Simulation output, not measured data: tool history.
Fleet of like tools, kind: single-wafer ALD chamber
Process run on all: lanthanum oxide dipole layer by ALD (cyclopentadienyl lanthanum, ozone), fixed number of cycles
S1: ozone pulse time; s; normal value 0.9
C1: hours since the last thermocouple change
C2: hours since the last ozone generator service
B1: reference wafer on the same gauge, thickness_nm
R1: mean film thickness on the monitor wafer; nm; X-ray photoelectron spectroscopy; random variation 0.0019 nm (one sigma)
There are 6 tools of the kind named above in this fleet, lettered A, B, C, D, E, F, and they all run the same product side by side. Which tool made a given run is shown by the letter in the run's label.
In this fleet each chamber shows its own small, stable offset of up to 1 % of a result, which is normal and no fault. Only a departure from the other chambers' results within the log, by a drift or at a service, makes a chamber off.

run	day	S1	C1	C2	B1	R1
1B	0.212	0.9	1230.6	324.5	0.47595	0.48292
2E	0.492	0.9	644	955.1	0.47586	0.47964
3D	0.854	0.9	2652.7	391.4	0.47581	0.47885
4F	1.162	0.9	2449.2	166.6	0.47602	0.48435
5A	1.404	0.9	2667.6	802.9	0.47609	0.47814
6C	1.779	0.77	459.7	1754.7	0.47612	0.45402
# day 1.958: chamber D: thermocouple changed; heater temperature recalibrated
# day 2.071: chamber B: thermocouple changed; heater temperature recalibrated
7C	2.158	0.77	468.8	1763.8	0.47576	0.45305
# day 2.333: chamber C: ozone generator serviced
8D	2.396	0.77	10.5	428.4	0.47598	0.45185
9E	2.775	0.77	698.8	1009.9	0.47635	0.44642
10A	3.029	0.77	2706.6	841.9	0.47563	0.45193
11B	3.362	0.77	31	400.1	0.47597	0.45072
12F	3.746	0.9	2511.2	228.6	0.4761	0.48847
13A	4.067	0.9	2731.5	866.8	0.47661	0.48267
14C	4.338	0.62	521.1	48.2	0.47599	0.41379
15F	4.542	0.62	2530.3	247.7	0.47551	0.41259
# day 4.804: chamber E: ozone generator serviced
16D	4.871	0.62	69.9	487.8	0.47605	0.40849
17B	5.108	0.62	72.9	442	0.47602	0.40774
18E	5.4	0.62	761.8	14.3	0.47617	0.40821
19A	5.688	0.62	2770.4	905.7	0.47578	0.40645
20C	6.062	0.9	562.5	89.6	0.47601	0.48593
21F	6.421	0.9	2575.4	292.8	0.47622	0.48617
# day 6.704: chamber A: thermocouple changed; heater temperature recalibrated
22E	6.808	0.9	795.6	48.1	0.47561	0.4803
23B	7.033	0.9	119.1	488.2	0.47538	0.47903
24D	7.317	0.9	128.6	546.5	0.47604	0.4731
25F	7.508	0.9	2601.5	318.9	0.47602	0.48508
26D	7.871	0.9	141.9	559.8	0.47588	0.47167
27C	8.183	1.16	613.4	140.5	0.47646	0.52316
28E	8.483	1.16	835.8	88.3	0.47573	0.52195
29B	8.679	1.16	158.6	527.7	0.47559	0.51964
30A	9.079	1.16	57.1	987.1	0.47607	0.52017
31D	9.292	1.16	176	593.9	0.47612	0.5066
32E	9.7	1.16	865	117.5	0.47573	0.51384
33A	10.012	0.78	79.5	1009.5	0.47565	0.45562
34B	10.25	0.78	196.3	565.4	0.47651	0.45252
35C	10.542	0.78	670	197.1	0.47606	0.45831
36F	10.871	0.78	2682.2	399.6	0.47607	0.45433
37E	11.279	0.78	902.9	155.4	0.47609	0.45412
38F	11.592	0.78	2699.5	416.9	0.47623	0.45854
39C	11.867	0.9	701.8	228.9	0.47563	0.48588

Is one chamber off against the others, does the gauge drift, or is nothing wrong? If a chamber is off, say which, and what the likeliest cause is.

It is chamber D that slowly wanders off from its peers.
Cause: ozone dose below that of a generator just serviced (%) = 8.5.

Chamber D could run next with any of the 4 candidate recipes listed below; each alters the usual settings, and their results appear as question marks. Which one brings its results back in line with what the other chambers deliver on the usual settings?
To be in line, a result may differ from the other chambers' mean on the usual settings by at most: R1 0.0068 nm
40D-1	12.162	0.99				?
40D-2	12.162	0.75				?
40D-3	12.162	0.81				?
40D-4	12.162	1.09				?

The other chambers' mean on the usual settings: R1 0.48147 nm
run	R1
40D-1	0.48077
40D-2	0.43055
40D-3	0.44519
40D-4	0.49612
With 40D-1, the chamber falls back in line with the rest.
